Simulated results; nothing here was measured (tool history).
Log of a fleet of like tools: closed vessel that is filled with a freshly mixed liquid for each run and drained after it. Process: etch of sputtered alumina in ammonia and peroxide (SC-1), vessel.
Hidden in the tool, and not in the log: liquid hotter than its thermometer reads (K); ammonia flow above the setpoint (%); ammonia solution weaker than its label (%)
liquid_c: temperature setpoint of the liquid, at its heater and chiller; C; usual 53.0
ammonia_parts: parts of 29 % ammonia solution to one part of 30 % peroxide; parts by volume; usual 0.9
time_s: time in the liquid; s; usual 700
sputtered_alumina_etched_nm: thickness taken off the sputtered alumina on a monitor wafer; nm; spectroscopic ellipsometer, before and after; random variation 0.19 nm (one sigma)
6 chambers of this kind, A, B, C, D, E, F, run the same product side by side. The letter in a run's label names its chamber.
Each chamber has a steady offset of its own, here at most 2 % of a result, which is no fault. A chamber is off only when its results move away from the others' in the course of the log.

run   hour  liquid_c  ammonia_parts  time_s  hours since the thermometer was replaced  hours since the ammonia flow meter was replaced  hours since the drum of ammonia solution was connected  read-back film thickness of the sputtered alumina reference wafer, read on the same gauge (nm)  sputtered_alumina_etched_nm
 1C    7.2      53.0            0.9     700                                    1306.4                                            158.3                                                   235.5                                                                                          89.982                       56.489
 2A   16.1      53.0            0.9     700                                    2413.4                                           1033.3                                                   843.1                                                                                          90.002                       55.554
 3D   25.2      53.0            0.9     700                                     621.3                                           1147.0                                                   170.8                                                                                          90.059                       56.053
 4F   33.7      53.0            0.9     700                                     159.6                                            678.8                                                   462.4                                                                                          90.034                       55.618
 5B   41.9      53.0            0.9     560                                    2349.9                                            214.1                                                   390.8                                                                                          89.983                       45.133
 6E   51.9      53.0            0.9     560                                    1188.7                                            135.7                                                   559.1                                                                                          90.030                       44.773
 7E   58.2      53.0            0.9     560                                    1195.0                                            142.0                                                   565.4                                                                                          89.980                       44.733
      67.0  -- chamber D: new drum of ammonia solution connected
 8C   67.4      53.0            0.9     560                                    1366.6                                            218.5                                                   295.7                                                                                          90.023                       45.635
      71.5  -- chamber A: thermometer replaced
 9B   72.1      53.0            0.9     560                                    2380.1                                            244.3                                                   421.0                                                                                          89.951                       45.015
      76.2  -- chamber A: ammonia flow meter replaced
10A   81.7      53.0            0.9     560                                      10.3                                              5.5                                                   908.7                                                                                          90.041                       44.641
      82.9  -- chamber F: ammonia flow meter replaced
11F   88.1      53.0            0.9     700                                     214.0                                              5.3                                                   516.8                                                                                          89.971                       55.514
      93.9  -- chamber D: ammonia flow meter replaced
12D   93.9      53.0            0.9     700                                     690.0                                              0.1                                                    27.0                                                                                          89.990                       56.249
13A  100.8      53.0            0.9     700                                      29.4                                             24.6                                                   927.8                                                                                          90.030                       55.182
14E  109.5      53.0            0.9     700                                    1246.3                                            193.3                                                   616.7                                                                                          90.035                       56.031
15F  114.5      53.0            0.9     700                                     240.4                                             31.7                                                   543.2                                                                                          89.987                       55.377
16B  119.1      53.0            0.9     700                                    2427.1                                            291.3                                                   468.0                                                                                          89.959                       56.356
     127.1  -- chamber E: new drum of ammonia solution connected
17C  128.0      53.0            0.9     700                                    1427.2                                            279.1                                                   356.3                                                                                          89.960                       56.578
18D  138.1      53.0            0.9     700                                     734.2                                             44.3                                                    71.2                                                                                          90.001                       56.792
19C  146.1      53.0            0.9     700                                    1445.3                                            297.2                                                   374.4                                                                                          90.015                       56.602
20E  154.3      53.0            0.9     700                                    1291.1                                            238.1                                                    27.2                                                                                          90.023                       55.890
21F  163.7      53.0            0.9     700                                     289.6                                             80.9                                                   592.4                                                                                          90.019                       55.242
22B  170.7      62.0            0.9     700                                    2478.7                                            342.9                                                   519.6                                                                                          89.995                       89.966
23A  177.1      62.0            0.9     700                                     105.7                                            100.9                                                  1004.1                                                                                          90.026                       89.543
24D  181.9      62.0            0.9     700                                     778.0                                             88.1                                                   115.0                                                                                          89.988                       91.345
25A  189.5      62.0            0.9     700                                     118.1                                            113.3                                                  1016.5                                                                                          90.018                       89.536
26F  198.3      62.0            0.9     700                                     324.2                                            115.5                                                   627.0                                                                                          90.017                       88.308
27C  208.0      62.0            0.9     700                                    1507.2                                            359.1                                                   436.3                                                                                          89.989                       90.699
28B  213.3      53.0            0.9     700                                    2521.3                                            385.5                                                   562.2                                                                                          89.986                       56.082
29D  222.8      53.0            0.9     700                                     818.9                                            129.0                                                   155.9                                                                                          89.967                       57.623
30E  229.4      53.0            0.9     700                                    1366.2                                            313.2                                                   102.3                                                                                          89.949                       55.859
31C  234.9      53.0            0.9     700                                    1534.1                                            386.0                                                   463.2                                                                                          89.974                       56.706
32B  239.8      53.0            0.9     700                                    2547.8                                            412.0                                                   588.7                                                                                          89.939                       56.389
33D  249.7      53.0            0.9     700                                     845.8                                            155.9                                                   182.8                                                                                          89.994                       57.838
34A  257.0      53.0            1.1     385                                     185.6                                            180.8                                                  1084.0                                                                                          90.014                       31.249
35F  261.6      53.0            1.1     385                                     387.5                                            178.8                                                   690.3                                                                                          90.012                       31.026
36E  269.5      53.0            1.1     385                                    1406.3                                            353.3                                                   142.4                                                                                          90.003                       31.402

What goes on in this fleet: one chamber off, a drifting gauge, or nothing beyond the chambers' own small offsets? Name the chamber and the cause, if any.

Chamber D drifts away from the others.
Cause: liquid hotter than its thermometer reads (K) = 0.604.

Here are 4 candidates for chamber D's next run, each the usual settings with a change, their results left as question marks. Which one brings its results back in line with what the others give on the usual settings?
In line means no further than this from the other chambers' mean on the usual settings: sputtered_alumina_etched_nm 0.660 nm
37D-1  276.7      53.0            0.9     675                                                                                                                                                                                                                                                                               ?
37D-2  276.7      53.0            0.5     700                                                                                                                                                                                                                                                                               ?
37D-3  276.7      54.0            0.9     700                                                                                                                                                                                                                                                                               ?
37D-4  276.7      53.0            0.9     725                                                                                                                                                                                                                                                                               ?

The other chambers' mean on the usual settings: sputtered_alumina_etched_nm 55.965 nm
  run  sputtered_alumina_etched_nm
37D-1                       55.725
37D-2                       54.622
37D-3                       60.961
37D-4                       59.853
37D-1 brings the chamber back in line.
